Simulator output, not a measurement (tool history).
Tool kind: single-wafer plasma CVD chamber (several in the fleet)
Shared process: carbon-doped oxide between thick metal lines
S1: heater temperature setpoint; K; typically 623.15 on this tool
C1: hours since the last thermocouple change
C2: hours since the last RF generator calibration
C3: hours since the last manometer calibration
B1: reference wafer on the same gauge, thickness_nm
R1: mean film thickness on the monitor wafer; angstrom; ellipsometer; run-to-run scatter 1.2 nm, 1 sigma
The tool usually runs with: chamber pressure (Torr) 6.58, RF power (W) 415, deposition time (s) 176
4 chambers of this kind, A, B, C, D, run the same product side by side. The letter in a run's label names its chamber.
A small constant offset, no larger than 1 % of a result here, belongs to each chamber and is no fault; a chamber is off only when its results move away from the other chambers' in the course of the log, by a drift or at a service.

{"run": "1B", "hour": 2.4, "S1": 623.15, "chamber pressure (Torr)": 6.58, "RF power (W)": 415, "deposition time (s)": 176, "C1": 1441.1, "C2": 1031, "C3": 379, "B1": 791.93, "R1": 8088.7}
{"run": "2A", "hour": 5.5, "S1": 623.15, "chamber pressure (Torr)": 6.58, "RF power (W)": 415, "deposition time (s)": 176, "C1": 1873.7, "C2": 1113, "C3": 227.3, "B1": 792.09, "R1": 8060.5}
{"run": "3D", "hour": 9.9, "S1": 623.15, "chamber pressure (Torr)": 6.58, "RF power (W)": 415, "deposition time (s)": 176, "C1": 799.5, "C2": 1633.6, "C3": 1277, "B1": 792.16, "R1": 8035.4}
{"run": "4C", "hour": 14.2, "S1": 623.15, "chamber pressure (Torr)": 6.58, "RF power (W)": 415, "deposition time (s)": 176, "C1": 1281.1, "C2": 1471.1, "C3": 347.4, "B1": 792.8, "R1": 8010.5}
{"run": "5B", "hour": 18.8, "S1": 623.15, "chamber pressure (Torr)": 6.58, "RF power (W)": 415, "deposition time (s)": 176, "C1": 1457.5, "C2": 1047.4, "C3": 395.4, "B1": 792.81, "R1": 8121.6}
{"run": "6D", "hour": 21.9, "S1": 623.15, "chamber pressure (Torr)": 6.58, "RF power (W)": 415, "deposition time (s)": 176, "C1": 811.5, "C2": 1645.6, "C3": 1289, "B1": 793.08, "R1": 8052.7}
{"hour": 25.2, "done": "chamber A: RF generator calibrated"}
{"run": "7C", "hour": 26.5, "S1": 623.15, "chamber pressure (Torr)": 6.58, "RF power (W)": 415, "deposition time (s)": 176, "C1": 1293.4, "C2": 1483.4, "C3": 359.7, "B1": 793.07, "R1": 8022.8}
{"run": "8A", "hour": 30.2, "S1": 623.15, "chamber pressure (Torr)": 6.58, "RF power (W)": 415, "deposition time (s)": 176, "C1": 1898.4, "C2": 5, "C3": 252, "B1": 793.44, "R1": 8112.5}
{"run": "9B", "hour": 33.1, "S1": 623.15, "chamber pressure (Torr)": 6.58, "RF power (W)": 415, "deposition time (s)": 176, "C1": 1471.8, "C2": 1061.7, "C3": 409.7, "B1": 793.27, "R1": 8120.4}
{"run": "10A", "hour": 37.6, "S1": 623.15, "chamber pressure (Torr)": 6.58, "RF power (W)": 415, "deposition time (s)": 176, "C1": 1905.8, "C2": 12.4, "C3": 259.4, "B1": 793.38, "R1": 8077.9}
{"run": "11C", "hour": 40.3, "S1": 623.15, "chamber pressure (Torr)": 6.58, "RF power (W)": 415, "deposition time (s)": 176, "C1": 1307.2, "C2": 1497.2, "C3": 373.5, "B1": 793.51, "R1": 8054.6}
{"run": "12D", "hour": 43.5, "S1": 623.15, "chamber pressure (Torr)": 6.58, "RF power (W)": 415, "deposition time (s)": 176, "C1": 833.1, "C2": 1667.2, "C3": 1310.6, "B1": 793.99, "R1": 8072.5}
{"run": "13D", "hour": 47.8, "S1": 623.15, "chamber pressure (Torr)": 6.58, "RF power (W)": 415, "deposition time (s)": 176, "C1": 837.4, "C2": 1671.5, "C3": 1314.9, "B1": 793.71, "R1": 8083.6}
{"run": "14A", "hour": 52.8, "S1": 623.15, "chamber pressure (Torr)": 6.58, "RF power (W)": 415, "deposition time (s)": 176, "C1": 1921, "C2": 27.6, "C3": 274.6, "B1": 794.15, "R1": 8101.5}
{"run": "15C", "hour": 56.3, "S1": 623.15, "chamber pressure (Torr)": 6.58, "RF power (W)": 415, "deposition time (s)": 176, "C1": 1323.2, "C2": 1513.2, "C3": 389.5, "B1": 793.78, "R1": 8034.6}
{"run": "16B", "hour": 59.7, "S1": 623.15, "chamber pressure (Torr)": 6.58, "RF power (W)": 415, "deposition time (s)": 176, "C1": 1498.4, "C2": 1088.3, "C3": 436.3, "B1": 794.34, "R1": 8129.2}
{"run": "17B", "hour": 62.9, "S1": 623.15, "chamber pressure (Torr)": 6.58, "RF power (W)": 490, "deposition time (s)": 189, "C1": 1501.6, "C2": 1091.5, "C3": 439.5, "B1": 794.47, "R1": 9786.1}
{"run": "18D", "hour": 66.2, "S1": 623.15, "chamber pressure (Torr)": 6.58, "RF power (W)": 490, "deposition time (s)": 189, "C1": 855.8, "C2": 1689.9, "C3": 1333.3, "B1": 794.69, "R1": 9717.9}
{"run": "19C", "hour": 69.5, "S1": 623.15, "chamber pressure (Torr)": 6.58, "RF power (W)": 490, "deposition time (s)": 189, "C1": 1336.4, "C2": 1526.4, "C3": 402.7, "B1": 794.92, "R1": 9705.5}
{"run": "20A", "hour": 73.1, "S1": 623.15, "chamber pressure (Torr)": 6.58, "RF power (W)": 490, "deposition time (s)": 189, "C1": 1941.3, "C2": 47.9, "C3": 294.9, "B1": 794.84, "R1": 9764.4}
{"run": "21C", "hour": 76.6, "S1": 623.15, "chamber pressure (Torr)": 5.84, "RF power (W)": 415, "deposition time (s)": 176, "C1": 1343.5, "C2": 1533.5, "C3": 409.8, "B1": 795.42, "R1": 7929.9}
{"run": "22D", "hour": 81.2, "S1": 623.15, "chamber pressure (Torr)": 5.84, "RF power (W)": 415, "deposition time (s)": 176, "C1": 870.8, "C2": 1704.9, "C3": 1348.3, "B1": 795.42, "R1": 7961.6}
{"run": "23B", "hour": 83.5, "S1": 623.15, "chamber pressure (Torr)": 5.84, "RF power (W)": 415, "deposition time (s)": 176, "C1": 1522.2, "C2": 1112.1, "C3": 460.1, "B1": 795.25, "R1": 8024.2}
{"run": "24A", "hour": 87.4, "S1": 623.15, "chamber pressure (Torr)": 5.84, "RF power (W)": 415, "deposition time (s)": 176, "C1": 1955.6, "C2": 62.2, "C3": 309.2, "B1": 795.63, "R1": 7979.2}
{"run": "25A", "hour": 91.9, "S1": 623.15, "chamber pressure (Torr)": 6.58, "RF power (W)": 415, "deposition time (s)": 176, "C1": 1960.1, "C2": 66.7, "C3": 313.7, "B1": 795.67, "R1": 8116.4}
{"run": "26C", "hour": 96.0, "S1": 623.15, "chamber pressure (Torr)": 6.58, "RF power (W)": 415, "deposition time (s)": 176, "C1": 1362.9, "C2": 1552.9, "C3": 429.2, "B1": 795.98, "R1": 8067.9}
{"run": "27D", "hour": 99.1, "S1": 623.15, "chamber pressure (Torr)": 6.58, "RF power (W)": 415, "deposition time (s)": 176, "C1": 888.7, "C2": 1722.8, "C3": 1366.2, "B1": 795.85, "R1": 8103.7}
{"run": "28B", "hour": 101.6, "S1": 623.15, "chamber pressure (Torr)": 6.58, "RF power (W)": 415, "deposition time (s)": 176, "C1": 1540.3, "C2": 1130.2, "C3": 478.2, "B1": 796.2, "R1": 8117.7}
{"run": "29C", "hour": 104.4, "S1": 623.15, "chamber pressure (Torr)": 6.58, "RF power (W)": 415, "deposition time (s)": 176, "C1": 1371.3, "C2": 1561.3, "C3": 437.6, "B1": 796.54, "R1": 8062}
{"run": "30B", "hour": 107.5, "S1": 623.15, "chamber pressure (Torr)": 6.58, "RF power (W)": 415, "deposition time (s)": 176, "C1": 1546.2, "C2": 1136.1, "C3": 484.1, "B1": 796.39, "R1": 8149.6}
{"run": "31A", "hour": 111.9, "S1": 623.15, "chamber pressure (Torr)": 6.58, "RF power (W)": 415, "deposition time (s)": 176, "C1": 1980.1, "C2": 86.7, "C3": 333.7, "B1": 796.65, "R1": 8126.8}
{"run": "32D", "hour": 116.3, "S1": 623.15, "chamber pressure (Torr)": 6.58, "RF power (W)": 415, "deposition time (s)": 176, "C1": 905.9, "C2": 1740, "C3": 1383.4, "B1": 796.61, "R1": 8108.1}
{"run": "33C", "hour": 120.9, "S1": 623.15, "chamber pressure (Torr)": 6.58, "RF power (W)": 415, "deposition time (s)": 176, "C1": 1387.8, "C2": 1577.8, "C3": 454.1, "B1": 796.52, "R1": 8085}

Is one chamber off against the others, does the gauge drift, or is nothing wrong? If a chamber is off, say which, and what the likeliest cause is.

It is the gauge, not a chamber: its drift shows up in every chamber's results at once, and no chamber is off.
Likeliest cause: gauge reads high (%) = 0.626.
